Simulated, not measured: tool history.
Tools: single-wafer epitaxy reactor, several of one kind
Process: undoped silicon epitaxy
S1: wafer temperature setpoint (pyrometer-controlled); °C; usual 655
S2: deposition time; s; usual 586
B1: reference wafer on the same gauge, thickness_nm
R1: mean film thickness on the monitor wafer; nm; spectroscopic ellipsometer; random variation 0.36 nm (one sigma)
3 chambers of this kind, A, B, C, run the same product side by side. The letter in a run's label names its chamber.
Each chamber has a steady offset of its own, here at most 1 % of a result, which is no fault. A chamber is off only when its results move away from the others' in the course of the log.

run   hour   S1   S2      B1      R1
 1C    8.6  655  586  114.02   108.7
 2A   15.3  655  586     114  109.66
 3B   24.1  655  586   114.1  109.31
 4A   33.9  655  586  113.97  109.26
 5B   40.8  655  586  113.99  108.27
 6C     46  642  535  113.98   74.47
 7C   55.7  642  535  113.91  74.613
 8B   64.3  642  535  113.95  74.926
 9A   70.9  655  586   114.1  110.06
10A   76.4  655  586  114.06  109.91
11B   85.9  649  507  114.05  82.779
12C   91.9  649  507  113.91  81.814
13A  101.3  649  507  114.09   83.46
14B  109.1  655  586   113.9   108.7
15C  114.3  655  586  114.06   107.2
16A  120.9  655  586  114.04  110.91
17B  128.4  655  586  114.01  109.13
18C    135  655  586  113.95  106.08
19A  141.3  655  700  114.04  132.15
20C  148.5  655  700  114.01     127
21B  155.7  655  700  114.07  130.36
22C  163.4  655  586  114.06  106.29
23A  169.7  655  586  114.11  110.32
24B  177.7  655  586  114.02  108.86
25C    185  655  586  114.06   106.5
26A  192.5  655  586  114.02  110.46
27B  202.6  655  586  113.97   108.7
28A  211.5  655  676     114  127.45
29B  221.4  655  676  113.94  126.25
30C  226.4  655  676  113.96  120.44
31C  235.3  655  586  114.05  105.72
32B  240.5  655  586  114.01  108.92
33A  248.6  655  586  114.05  110.05
34B  259.6  655  586  113.97  109.08
35C  267.4  655  586  113.94  105.23
36A  272.3  663  658  113.95  146.33
37A  281.1  663  658  113.99  146.25

All 3 chambers run these settings next. Forecast each chamber's results:
38A  289.3  665  586       ?
38B  289.3  665  586       ?
38C  289.3  665  586       ?

run      R1
38A  136.36
38B  134.54
38C  129.07
